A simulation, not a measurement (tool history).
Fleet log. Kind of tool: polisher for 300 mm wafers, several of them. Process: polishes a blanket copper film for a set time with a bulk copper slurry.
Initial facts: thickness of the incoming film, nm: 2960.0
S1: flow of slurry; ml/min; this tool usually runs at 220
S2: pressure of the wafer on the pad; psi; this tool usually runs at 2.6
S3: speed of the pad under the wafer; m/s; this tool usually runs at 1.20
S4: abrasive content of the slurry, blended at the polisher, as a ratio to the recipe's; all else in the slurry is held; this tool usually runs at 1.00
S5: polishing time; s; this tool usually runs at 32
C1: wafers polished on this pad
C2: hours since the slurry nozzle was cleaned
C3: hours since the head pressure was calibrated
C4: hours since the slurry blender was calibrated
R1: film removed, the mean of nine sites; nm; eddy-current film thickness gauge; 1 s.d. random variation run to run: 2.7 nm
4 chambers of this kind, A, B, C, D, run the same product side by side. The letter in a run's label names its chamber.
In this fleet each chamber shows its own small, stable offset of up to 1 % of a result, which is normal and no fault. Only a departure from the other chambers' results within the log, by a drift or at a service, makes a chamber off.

| run | hour | S1 | S2 | S3 | S4 | S5 | C1 | C2 | C3 | C4 | R1 |
|---|---|---|---|---|---|---|---|---|---|---|---|
| 1D | 11.2 | 220 | 2.6 | 1.20 | 1.00 | 32 | 720 | 291.7 | 125.8 | 218.0 | 338.63 |
|  | 11.6 | chamber B: slurry blender recalibrated |
|  | 12.9 | chamber C: slurry nozzle cleaned |
|  | 17.9 | chamber B: slurry nozzle cleaned |
| 2B | 21.9 | 220 | 2.6 | 1.20 | 1.00 | 32 | 1288 | 4.0 | 361.0 | 10.3 | 340.98 |
|  | 23.7 | chamber A: worn pad replaced by a new one |
|  | 26.4 | chamber B: worn pad replaced by a new one |
|  | 26.8 | chamber C: worn pad replaced by a new one |
| 3C | 29.1 | 220 | 2.6 | 1.20 | 1.00 | 32 | 35 | 16.3 | 279.1 | 293.7 | 341.88 |
| 4A | 39.7 | 220 | 2.6 | 1.20 | 1.00 | 32 | 242 | 186.1 | 138.4 | 176.2 | 335.43 |
| 5C | 46.5 | 220 | 2.6 | 1.20 | 1.00 | 32 | 298 | 33.7 | 296.5 | 311.1 | 338.06 |
| 6A | 53.4 | 220 | 2.6 | 1.20 | 1.00 | 32 | 449 | 199.8 | 152.1 | 189.9 | 337.43 |
|  | 60.8 | chamber D: worn pad replaced by a new one |
| 7D | 62.5 | 220 | 2.6 | 1.20 | 1.00 | 32 | 26 | 343.0 | 177.1 | 269.3 | 341.44 |
| 8B | 72.9 | 220 | 2.6 | 1.20 | 1.00 | 32 | 701 | 55.0 | 412.0 | 61.3 | 336.84 |
| 9B | 84.1 | 220 | 2.6 | 1.20 | 1.00 | 32 | 870 | 66.2 | 423.2 | 72.5 | 338.89 |
|  | 85.9 | chamber C: head pressure recalibrated |
| 10A | 93.6 | 220 | 2.6 | 1.20 | 1.00 | 32 | 1056 | 240.0 | 192.3 | 230.1 | 334.21 |
| 11D | 105.9 | 290 | 2.6 | 1.38 | 1.00 | 32 | 681 | 386.4 | 220.5 | 312.7 | 405.74 |
|  | 113.4 | chamber B: worn pad replaced by a new one |
|  | 114.5 | chamber C: worn pad replaced by a new one |
|  | 116.5 | chamber D: slurry blender recalibrated |
| 12C | 118.6 | 290 | 2.6 | 1.38 | 1.00 | 32 | 62 | 105.8 | 32.7 | 383.2 | 398.85 |
|  | 119.2 | chamber A: worn pad replaced by a new one |
| 13C | 124.8 | 290 | 2.6 | 1.38 | 1.00 | 32 | 155 | 112.0 | 38.9 | 389.4 | 405.61 |
| 14B | 135.9 | 290 | 2.6 | 1.38 | 1.00 | 32 | 339 | 118.0 | 475.0 | 124.3 | 409.56 |
| 15A | 145.2 | 220 | 2.6 | 1.20 | 1.00 | 32 | 393 | 291.6 | 243.9 | 281.7 | 328.05 |
|  | 145.9 | chamber B: slurry blender recalibrated |
| 16D | 153.4 | 220 | 2.6 | 1.20 | 1.00 | 32 | 1398 | 433.9 | 268.0 | 37.0 | 342.51 |
| 17D | 164.7 | 275 | 2.6 | 1.20 | 0.80 | 32 | 1568 | 445.2 | 279.3 | 48.3 | 335.46 |
|  | 166.3 | chamber D: worn pad replaced by a new one |
| 18A | 174.0 | 275 | 2.6 | 1.20 | 0.80 | 32 | 828 | 320.4 | 272.7 | 310.5 | 317.76 |
| 19B | 182.3 | 275 | 2.6 | 1.20 | 0.80 | 32 | 1040 | 164.4 | 521.4 | 36.4 | 335.48 |
| 20C | 188.3 | 275 | 2.6 | 1.20 | 0.80 | 32 | 1114 | 175.5 | 102.4 | 452.9 | 333.77 |
| 21C | 195.3 | 220 | 2.6 | 1.20 | 1.00 | 32 | 1220 | 182.5 | 109.4 | 459.9 | 339.68 |
|  | 197.5 | chamber C: worn pad replaced by a new one |
|  | 200.2 | chamber B: worn pad replaced by a new one |
|  | 201.7 | chamber A: slurry blender recalibrated |
| 22A | 202.8 | 220 | 2.6 | 1.20 | 1.00 | 32 | 1262 | 349.2 | 301.5 | 1.2 | 321.98 |
| 23D | 210.3 | 220 | 2.6 | 1.20 | 1.00 | 32 | 665 | 490.8 | 324.9 | 93.9 | 341.35 |
|  | 211.6 | chamber A: worn pad replaced by a new one |
| 24B | 218.8 | 220 | 2.6 | 1.20 | 1.00 | 32 | 281 | 200.9 | 557.9 | 72.9 | 341.70 |
| 25C | 228.3 | 220 | 2.6 | 1.20 | 1.00 | 32 | 465 | 215.5 | 142.4 | 492.9 | 339.83 |
| 26B | 240.0 | 220 | 2.6 | 1.20 | 1.25 | 32 | 601 | 222.1 | 579.1 | 94.1 | 356.22 |
| 27A | 248.0 | 220 | 2.6 | 1.20 | 1.25 | 32 | 550 | 394.4 | 346.7 | 46.4 | 339.44 |
| 28D | 256.3 | 220 | 2.6 | 1.20 | 1.25 | 32 | 1359 | 536.8 | 370.9 | 139.9 | 352.38 |
| 29B | 264.7 | 220 | 2.6 | 1.20 | 1.25 | 32 | 974 | 246.8 | 603.8 | 118.8 | 360.22 |

One chamber off, gauge drift, or nothing amiss beyond the chambers' own small offsets? If it is a chamber, which one, and what is the likeliest cause?

Little by little, chamber A moves away from the other chambers.
Cause: head's pressure below its setpoint, % = 6.42.
It could be hard to tell apart here from: slurry flow missing at the pad, %.

Here are 4 candidates for chamber A's next run, each the usual settings with a change, their results left as question marks. Which one brings its results back in line with what the others give on the usual settings?
In line means no further than this from the other chambers' mean on the usual settings: R1 9.50 nm
| 30A-1 | 273.8 | 220 | 2.6 | 1.36 | 1.00 | 32 |  |  |  |  | ? |
| 30A-2 | 273.8 | 220 | 2.7 | 1.24 | 1.00 | 32 |  |  |  |  | ? |
| 30A-3 | 273.8 | 220 | 2.5 | 1.16 | 1.00 | 32 |  |  |  |  | ? |
| 30A-4 | 273.8 | 220 | 2.3 | 1.20 | 1.00 | 32 |  |  |  |  | ? |

Other chambers, usual settings, mean: R1 339.72 nm
| run | R1 |
|---|---|
| 30A-1 | 358.20 |
| 30A-2 | 339.21 |
| 30A-3 | 294.24 |
| 30A-4 | 280.28 |
With 30A-2, the chamber falls back in line with the rest.
